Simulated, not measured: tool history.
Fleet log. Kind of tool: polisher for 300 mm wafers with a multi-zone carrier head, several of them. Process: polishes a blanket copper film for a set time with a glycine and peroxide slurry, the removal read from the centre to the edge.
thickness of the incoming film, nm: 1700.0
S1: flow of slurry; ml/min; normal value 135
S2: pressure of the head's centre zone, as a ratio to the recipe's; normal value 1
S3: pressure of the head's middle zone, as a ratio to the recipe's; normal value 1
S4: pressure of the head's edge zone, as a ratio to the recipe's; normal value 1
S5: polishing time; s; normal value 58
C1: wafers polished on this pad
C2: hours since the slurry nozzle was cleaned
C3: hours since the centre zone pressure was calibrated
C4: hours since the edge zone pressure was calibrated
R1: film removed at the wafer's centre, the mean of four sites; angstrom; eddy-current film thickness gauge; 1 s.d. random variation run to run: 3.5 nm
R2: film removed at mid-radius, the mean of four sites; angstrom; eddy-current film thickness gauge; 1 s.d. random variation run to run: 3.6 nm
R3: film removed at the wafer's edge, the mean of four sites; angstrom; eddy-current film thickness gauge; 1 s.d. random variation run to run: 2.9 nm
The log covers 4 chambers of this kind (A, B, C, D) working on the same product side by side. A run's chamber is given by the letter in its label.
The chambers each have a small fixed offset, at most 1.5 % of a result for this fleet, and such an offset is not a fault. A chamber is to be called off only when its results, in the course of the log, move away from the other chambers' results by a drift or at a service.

| run | hour | S1 | S2 | S3 | S4 | S5 | C1 | C2 | C3 | C4 | R1 | R2 | R3 |
|---|---|---|---|---|---|---|---|---|---|---|---|---|---|
|  | 1.7 | chamber D: worn pad replaced by a new one |
|  | 6.3 | chamber C: worn pad replaced by a new one |
| 1C | 11.4 | 135 | 1 | 1 | 1 | 58 | 60 | 445.9 | 59.1 | 561.1 | 2545.2 | 2549.2 | 2581.4 |
| 2A | 16.5 | 135 | 1 | 1 | 1 | 58 | 599 | 161.6 | 518.6 | 601.5 | 2515.3 | 2522.7 | 2571.1 |
|  | 24.1 | chamber B: worn pad replaced by a new one |
| 3D | 24.3 | 135 | 1 | 1 | 1 | 58 | 270 | 440.4 | 64.5 | 636.1 | 2555.7 | 2530.7 | 2567 |
| 4B | 33.9 | 135 | 1 | 1 | 1 | 58 | 116 | 152.8 | 246.7 | 455.2 | 2586.8 | 2555.4 | 2615.4 |
| 5B | 41.3 | 135 | 1 | 1 | 1 | 58 | 205 | 160.2 | 254.1 | 462.6 | 2589.2 | 2578.8 | 2590.9 |
|  | 46 | chamber C: worn pad replaced by a new one |
|  | 52.2 | chamber D: worn pad replaced by a new one |
| 6D | 52.8 | 135 | 1 | 1 | 1 | 58 | 7 | 468.9 | 93 | 664.6 | 2580.5 | 2567.9 | 2614.5 |
| 7C | 58.6 | 135 | 1 | 1 | 1 | 58 | 150 | 493.1 | 106.3 | 608.3 | 2583.3 | 2634 | 2557.7 |
|  | 60.4 | chamber A: worn pad replaced by a new one |
| 8A | 64.3 | 135 | 1 | 1 | 1 | 58 | 47 | 209.4 | 566.4 | 649.3 | 2580.8 | 2583 | 2567.2 |
| 9C | 75.1 | 135 | 1 | 1 | 0.92 | 72 | 347 | 509.6 | 122.8 | 624.8 | 3199 | 3259.1 | 3015.5 |
| 10B | 81.2 | 135 | 1 | 1 | 0.92 | 72 | 681 | 200.1 | 294 | 502.5 | 3218.5 | 3195.7 | 3068.7 |
|  | 85.9 | chamber C: worn pad replaced by a new one |
| 11D | 87.4 | 135 | 1 | 1 | 0.92 | 72 | 420 | 503.5 | 127.6 | 699.2 | 3163.3 | 3213.2 | 3012 |
|  | 90.7 | chamber D: worn pad replaced by a new one |
| 12A | 98.4 | 135 | 1 | 1 | 0.92 | 72 | 454 | 243.5 | 600.5 | 683.4 | 3313.3 | 3129.2 | 3024.2 |
| 13A | 103.6 | 135 | 1 | 1 | 1 | 58 | 516 | 248.7 | 605.7 | 688.6 | 2558.2 | 2535.5 | 2570 |
|  | 107.3 | chamber B: worn pad replaced by a new one |
| 14C | 114.3 | 100 | 1 | 1 | 1 | 58 | 339 | 548.8 | 162 | 664 | 2377.3 | 2386 | 2398.9 |
| 15D | 122.8 | 100 | 1 | 1 | 1 | 58 | 384 | 538.9 | 163 | 734.6 | 2361.6 | 2410.1 | 2461.6 |
|  | 126.8 | chamber C: worn pad replaced by a new one |
| 16B | 131.3 | 100 | 1 | 1 | 1 | 58 | 286 | 250.2 | 344.1 | 552.6 | 2449.4 | 2388.3 | 2447.2 |
|  | 134.1 | chamber A: centre zone pressure recalibrated |
|  | 137.9 | chamber D: worn pad replaced by a new one |
|  | 139.3 | chamber D: slurry nozzle cleaned |
| 17A | 142.3 | 100 | 1 | 1 | 1 | 58 | 978 | 287.4 | 8.2 | 727.3 | 2119.2 | 2348.1 | 2447.9 |
| 18C | 152.2 | 135 | 1 | 1 | 1 | 58 | 303 | 586.7 | 199.9 | 701.9 | 2569.2 | 2532.7 | 2528.5 |
| 19D | 158.3 | 135 | 1 | 1 | 1 | 58 | 244 | 19.1 | 198.5 | 770.1 | 2607.5 | 2570.8 | 2559.3 |
| 20B | 167.4 | 135 | 1 | 1 | 1 | 58 | 717 | 286.3 | 380.2 | 588.7 | 2561 | 2644 | 2605.2 |
|  | 168.7 | chamber B: slurry nozzle cleaned |
|  | 168.7 | chamber A: worn pad replaced by a new one |
|  | 175.2 | chamber C: worn pad replaced by a new one |
| 21B | 176.8 | 135 | 1 | 1 | 1 | 58 | 829 | 8.2 | 389.6 | 598.1 | 2634 | 2588.8 | 2608.2 |
|  | 185.6 | chamber B: worn pad replaced by a new one |
| 22C | 185.9 | 135 | 1 | 1 | 1 | 58 | 128 | 620.4 | 233.6 | 735.6 | 2563.5 | 2618.4 | 2575.2 |
|  | 189.6 | chamber D: worn pad replaced by a new one |
| 23A | 197.3 | 135 | 1 | 1.06 | 1 | 58 | 341 | 342.4 | 63.2 | 782.3 | 2271.3 | 2666.1 | 2525.7 |
| 24D | 204.8 | 135 | 1 | 1.06 | 1 | 58 | 181 | 65.6 | 245 | 816.6 | 2603.7 | 2679.6 | 2542.3 |
| 25B | 216.5 | 135 | 1 | 1.06 | 1 | 58 | 369 | 47.9 | 429.3 | 637.8 | 2620.2 | 2724.5 | 2552.8 |
|  | 217.4 | chamber C: worn pad replaced by a new one |
| 26C | 225.4 | 135 | 1 | 1.06 | 1 | 58 | 95 | 659.9 | 273.1 | 775.1 | 2556.3 | 2751.5 | 2606.8 |

Predict what each chamber gives when all 4 of them run the settings below next.
| 27A | 233.8 | 135 | 1.06 | 1 | 1 | 58 |  |  |  |  | ? | ? | ? |
| 27B | 233.8 | 135 | 1.06 | 1 | 1 | 58 |  |  |  |  | ? | ? | ? |
| 27C | 233.8 | 135 | 1.06 | 1 | 1 | 58 |  |  |  |  | ? | ? | ? |
| 27D | 233.8 | 135 | 1.06 | 1 | 1 | 58 |  |  |  |  | ? | ? | ? |

| run | R1 | R2 | R3 |
|---|---|---|---|
| 27A | 2493.6 | 2500.2 | 2559.6 |
| 27B | 2744.2 | 2516.8 | 2599.5 |
| 27C | 2681 | 2560 | 2580.7 |
| 27D | 2715.6 | 2587.4 | 2531.4 |
